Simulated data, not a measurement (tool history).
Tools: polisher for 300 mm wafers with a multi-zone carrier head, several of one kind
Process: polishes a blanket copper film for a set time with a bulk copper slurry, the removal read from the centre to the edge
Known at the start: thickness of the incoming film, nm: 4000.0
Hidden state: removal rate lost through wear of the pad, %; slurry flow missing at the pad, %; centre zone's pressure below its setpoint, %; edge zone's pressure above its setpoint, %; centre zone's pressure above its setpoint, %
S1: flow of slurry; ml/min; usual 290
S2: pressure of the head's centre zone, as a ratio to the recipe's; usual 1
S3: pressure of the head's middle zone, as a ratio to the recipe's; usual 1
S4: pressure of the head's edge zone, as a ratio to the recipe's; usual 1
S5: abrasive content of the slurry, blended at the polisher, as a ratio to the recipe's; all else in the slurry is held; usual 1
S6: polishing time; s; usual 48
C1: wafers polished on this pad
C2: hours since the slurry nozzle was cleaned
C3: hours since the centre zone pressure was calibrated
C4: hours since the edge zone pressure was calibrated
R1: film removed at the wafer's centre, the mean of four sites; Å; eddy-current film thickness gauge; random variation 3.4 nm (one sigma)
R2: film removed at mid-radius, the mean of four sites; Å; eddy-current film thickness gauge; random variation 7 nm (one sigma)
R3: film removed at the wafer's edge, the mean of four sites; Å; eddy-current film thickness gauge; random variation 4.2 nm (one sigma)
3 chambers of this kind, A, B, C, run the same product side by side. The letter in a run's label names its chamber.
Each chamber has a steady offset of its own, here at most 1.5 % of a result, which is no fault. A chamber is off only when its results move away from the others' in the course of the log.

| run | hour | S1 | S2 | S3 | S4 | S5 | S6 | C1 | C2 | C3 | C4 | R1 | R2 | R3 |
|---|---|---|---|---|---|---|---|---|---|---|---|---|---|---|
| 1A | 5.7 | 290 | 1 | 1 | 1 | 1 | 48 | 239 | 51.4 | 279.2 | 589 | 4888.9 | 4965.8 | 4877.8 |
| 2B | 14 | 290 | 1 | 1 | 1 | 1 | 48 | 854 | 322.5 | 399.3 | 299.2 | 4881.8 | 4804.7 | 4904.9 |
| 3C | 19.9 | 290 | 1 | 1 | 1 | 1 | 48 | 469 | 55 | 98.1 | 354.1 | 4907.6 | 4912.2 | 4810.2 |
| 4B | 26.3 | 290 | 1 | 1 | 1 | 1 | 48 | 1011 | 334.8 | 411.6 | 311.5 | 4853.9 | 4804.1 | 4851.8 |
| 5C | 34.5 | 290 | 1 | 1 | 1 | 1 | 48 | 655 | 69.6 | 112.7 | 368.7 | 4919.2 | 4840.9 | 4829.7 |
|  | 34.8 | chamber B: worn pad replaced by a new one |
| 6A | 43.9 | 290 | 1 | 1 | 1 | 1 | 48 | 727 | 89.6 | 317.4 | 627.2 | 4866.4 | 5097.5 | 4881 |
|  | 47.3 | chamber A: centre zone pressure recalibrated |
|  | 49.8 | chamber B: slurry nozzle cleaned |
| 7B | 52.4 | 290 | 1 | 1 | 1 | 1 | 48 | 224 | 2.7 | 437.7 | 337.6 | 4840.6 | 4860.1 | 4859.1 |
|  | 56.4 | chamber C: worn pad replaced by a new one |
| 8C | 57.5 | 230 | 1 | 1 | 1 | 1 | 48 | 14 | 92.6 | 135.7 | 391.7 | 4800.3 | 4674.3 | 4705 |
|  | 60.5 | chamber B: edge zone pressure recalibrated |
| 9A | 64.5 | 230 | 1 | 1 | 1 | 1 | 48 | 990 | 110.2 | 17.2 | 647.8 | 4776.7 | 4707.3 | 4791.8 |
| 10C | 75.6 | 230 | 1 | 1 | 1 | 1 | 48 | 245 | 110.7 | 153.8 | 409.8 | 4722.4 | 4686.4 | 4791.2 |
| 11B | 84.4 | 290 | 1 | 1 | 1 | 1 | 48 | 633 | 34.7 | 469.7 | 23.9 | 4906.7 | 4902.2 | 4891.7 |
| 12A | 95.5 | 290 | 1 | 1 | 1 | 1 | 48 | 1385 | 141.2 | 48.2 | 678.8 | 4808.6 | 4799.4 | 4882.5 |
| 13B | 106.2 | 290 | 1 | 1 | 1 | 1 | 48 | 911 | 56.5 | 491.5 | 45.7 | 4822 | 4802.1 | 4838.9 |
| 14A | 115.8 | 290 | 1 | 1 | 1 | 1 | 48 | 1645 | 161.5 | 68.5 | 699.1 | 4819.8 | 4951.7 | 4823.2 |
| 15C | 121.1 | 290 | 1 | 1 | 1 | 1 | 48 | 825 | 156.2 | 199.3 | 455.3 | 4859.3 | 5024.4 | 4829.7 |
|  | 122.1 | chamber C: worn pad replaced by a new one |
| 16C | 126.8 | 290 | 1 | 1 | 1 | 1 | 48 | 61 | 161.9 | 205 | 461 | 4964.5 | 4987.9 | 4760.6 |
|  | 134.4 | chamber B: worn pad replaced by a new one |
| 17A | 137.7 | 290 | 1 | 1 | 1 | 1 | 48 | 1924 | 183.4 | 90.4 | 721 | 4755.6 | 4826.2 | 4810.5 |
| 18B | 145.2 | 290 | 1 | 1 | 1 | 1 | 48 | 137 | 95.5 | 530.5 | 84.7 | 4820.4 | 4654 | 4866.2 |
| 19C | 152.3 | 290 | 0.89 | 1 | 1 | 1 | 48 | 386 | 187.4 | 230.5 | 486.5 | 4342.3 | 4861 | 4916.7 |
| 20A | 161.1 | 290 | 0.89 | 1 | 1 | 1 | 48 | 2223 | 206.8 | 113.8 | 744.4 | 4203.9 | 4841.1 | 4781.9 |
| 21B | 170.2 | 290 | 0.89 | 1 | 1 | 1 | 48 | 456 | 120.5 | 555.5 | 109.7 | 4313 | 4831.9 | 4874.4 |
|  | 173.4 | chamber A: slurry nozzle cleaned |
| 22C | 176.3 | 290 | 1 | 1 | 1 | 1 | 48 | 692 | 211.4 | 254.5 | 510.5 | 4931.1 | 4851.2 | 4878.7 |
| 23A | 186.4 | 290 | 1 | 1 | 1 | 1 | 48 | 2546 | 13 | 139.1 | 769.7 | 4709.5 | 4745.9 | 4631 |
| 24B | 191.5 | 290 | 1 | 1 | 1 | 1 | 48 | 728 | 141.8 | 576.8 | 131 | 4814 | 4812.6 | 4957.5 |
|  | 193.5 | chamber A: edge zone pressure recalibrated |
|  | 198.7 | chamber C: worn pad replaced by a new one |
| 25A | 202 | 290 | 1 | 1 | 1 | 1 | 48 | 2745 | 28.6 | 154.7 | 8.5 | 4695.5 | 4700 | 4648.5 |
| 26B | 212.9 | 320 | 0.91 | 1 | 1 | 1 | 48 | 1001 | 163.2 | 598.2 | 152.4 | 4453.4 | 4858.7 | 4908 |
|  | 219.2 | chamber B: worn pad replaced by a new one |
| 27C | 219.8 | 320 | 0.91 | 1 | 1 | 1 | 48 | 270 | 254.9 | 298 | 554 | 4517.9 | 4889 | 4898.8 |
| 28C | 229.7 | 320 | 0.91 | 1 | 1 | 1 | 48 | 396 | 264.8 | 307.9 | 563.9 | 4464.6 | 4774.3 | 4971.5 |
| 29A | 237.8 | 290 | 1 | 1 | 1 | 1 | 48 | 3202 | 64.4 | 190.5 | 44.3 | 4629.1 | 4694.3 | 4626.8 |
| 30B | 243.8 | 290 | 1 | 1 | 1.1 | 1 | 57 | 315 | 194.1 | 629.1 | 183.3 | 5751.2 | 5636.4 | 6081.4 |
| 31A | 249.6 | 290 | 1 | 1 | 1.1 | 1 | 57 | 3352 | 76.2 | 202.3 | 56.1 | 5441.4 | 5502 | 5748.9 |
| 32C | 258.3 | 290 | 1 | 1 | 1.1 | 1 | 57 | 761 | 293.4 | 336.5 | 592.5 | 5865.3 | 5799.4 | 6042.4 |

Next, every chamber runs the same settings. What will each give?
| 33A | 266.4 | 290 | 1 | 1 | 1 | 1 | 40 |  |  |  |  | ? | ? | ? |
| 33B | 266.4 | 290 | 1 | 1 | 1 | 1 | 40 |  |  |  |  | ? | ? | ? |
| 33C | 266.4 | 290 | 1 | 1 | 1 | 1 | 40 |  |  |  |  | ? | ? | ? |

| run | R1 | R2 | R3 |
|---|---|---|---|
| 33A | 3792.4 | 3814.8 | 3829.1 |
| 33B | 4031.6 | 3983.2 | 4036.6 |
| 33C | 4087.2 | 4083.4 | 4019.7 |

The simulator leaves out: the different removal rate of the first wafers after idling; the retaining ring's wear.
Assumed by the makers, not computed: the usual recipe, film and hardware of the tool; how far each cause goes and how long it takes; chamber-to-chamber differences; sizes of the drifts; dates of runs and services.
